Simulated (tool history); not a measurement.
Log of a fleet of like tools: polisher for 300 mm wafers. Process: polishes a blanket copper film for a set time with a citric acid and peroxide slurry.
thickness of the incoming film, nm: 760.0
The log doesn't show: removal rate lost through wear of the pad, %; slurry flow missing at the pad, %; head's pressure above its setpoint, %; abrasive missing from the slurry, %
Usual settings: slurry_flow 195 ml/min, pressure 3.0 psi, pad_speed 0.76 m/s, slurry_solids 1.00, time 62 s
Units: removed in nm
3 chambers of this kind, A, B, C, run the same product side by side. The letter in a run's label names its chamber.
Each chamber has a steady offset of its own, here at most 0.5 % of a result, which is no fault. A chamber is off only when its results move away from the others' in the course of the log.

run,hour,slurry_flow,pressure,pad_speed,slurry_solids,time,wafers polished on this pad,hours since the slurry nozzle was cleaned,hours since the head pressure was calibrated,hours since the slurry blender was calibrated,removed
# hour 0.5: chamber A: worn pad replaced by a new one
1A,10.3,195,3.0,0.76,1.00,62,62,683.8,166.6,138.3,128.170
2B,20.0,195,3.0,0.76,1.00,62,360,113.9,808.1,61.0,126.710
3C,32.0,195,3.0,0.76,1.00,62,423,169.6,1331.3,59.9,126.290
4B,44.9,195,3.0,0.76,1.00,62,520,138.8,833.0,85.9,128.680
# hour 50.0: chamber C: worn pad replaced by a new one
5A,53.3,195,3.0,0.76,1.00,62,338,726.8,209.6,181.3,123.380
# hour 56.5: chamber B: worn pad replaced by a new one
# hour 59.9: chamber A: slurry nozzle cleaned
# hour 61.1: chamber C: head pressure recalibrated
6C,61.6,195,3.0,0.76,1.00,44,74,199.2,0.5,89.5,87.570
7C,73.0,195,3.0,0.76,1.00,44,147,210.6,11.9,100.9,90.312
8A,83.7,195,3.0,0.76,1.00,44,533,23.8,240.0,211.7,88.805
# hour 93.0: chamber A: worn pad replaced by a new one
9B,95.5,195,3.0,0.76,1.00,62,249,189.4,883.6,136.5,128.710
10B,102.5,195,3.0,0.76,1.00,62,294,196.4,890.6,143.5,125.210
11A,110.8,195,3.7,0.76,1.00,62,114,50.9,267.1,238.8,156.930
12C,120.7,195,3.7,0.76,1.00,62,453,258.3,59.6,148.6,151.950
# hour 121.8: chamber C: worn pad replaced by a new one
# hour 123.3: chamber C: slurry nozzle cleaned
13C,132.7,195,3.7,0.76,1.00,62,70,9.4,71.6,160.6,151.940
14B,143.6,195,3.0,0.76,1.00,62,557,237.5,931.7,184.6,124.290
# hour 145.8: chamber B: worn pad replaced by a new one
15A,152.7,195,3.0,0.76,1.00,62,382,92.8,309.0,280.7,127.520
# hour 160.3: chamber C: slurry blender recalibrated
16B,166.2,195,3.0,0.76,1.00,62,130,260.1,954.3,207.2,123.150
17C,177.3,195,3.0,0.76,1.00,62,355,54.0,116.2,17.0,128.150
18A,184.4,135,3.0,0.76,1.00,73,585,124.5,340.7,312.4,140.010
# hour 189.5: chamber A: worn pad replaced by a new one
19C,190.5,135,3.0,0.76,1.00,73,440,67.2,129.4,30.2,137.770
20B,199.1,135,3.0,0.76,1.00,73,341,293.0,987.2,240.1,135.560
# hour 203.5: chamber C: worn pad replaced by a new one
21A,212.1,195,3.0,0.76,1.00,62,144,152.2,368.4,340.1,126.900
# hour 222.2: chamber B: worn pad replaced by a new one
22C,223.2,195,3.0,0.76,1.00,62,126,99.9,162.1,62.9,127.060
23B,234.6,195,3.0,0.76,1.00,62,79,328.5,1022.7,275.6,120.870
# hour 243.2: chamber B: slurry blender recalibrated
24A,247.6,195,3.0,0.76,1.00,62,372,187.7,403.9,375.6,125.970
# hour 253.4: chamber A: slurry blender recalibrated
25A,258.6,195,3.0,0.76,1.00,62,442,198.7,414.9,5.2,127.170
26C,265.9,195,3.0,0.76,0.85,80,400,142.6,204.8,105.6,156.460
27B,273.8,195,3.0,0.76,0.85,80,330,367.7,1061.9,30.6,151.330
28B,280.7,195,3.0,0.76,0.85,80,375,374.6,1068.8,37.5,152.840
# hour 283.3: chamber A: worn pad replaced by a new one
# hour 286.9: chamber A: head pressure recalibrated
# hour 290.0: chamber C: worn pad replaced by a new one
29C,291.9,195,3.0,0.76,1.00,62,12,168.6,230.8,131.6,126.080
30A,301.8,195,3.0,0.76,1.20,72,119,241.9,14.9,48.4,151.520
31B,310.9,195,3.0,0.76,1.20,72,568,404.8,1099.0,67.7,145.810
32A,323.6,195,3.0,0.76,1.20,72,258,263.7,36.7,70.2,152.340
33C,333.4,195,3.0,0.76,1.00,62,278,210.1,272.3,173.1,127.710
34A,342.5,195,3.0,0.76,1.00,62,379,282.6,55.6,89.1,127.180

Next, every chamber runs the same settings. What will each give?
35A,352.5,195,3.0,0.76,1.00,62,,,,,?
35B,352.5,195,3.0,0.76,1.00,62,,,,,?
35C,352.5,195,3.0,0.76,1.00,62,,,,,?

run,removed
35A,125.730
35B,121.280
35C,124.830
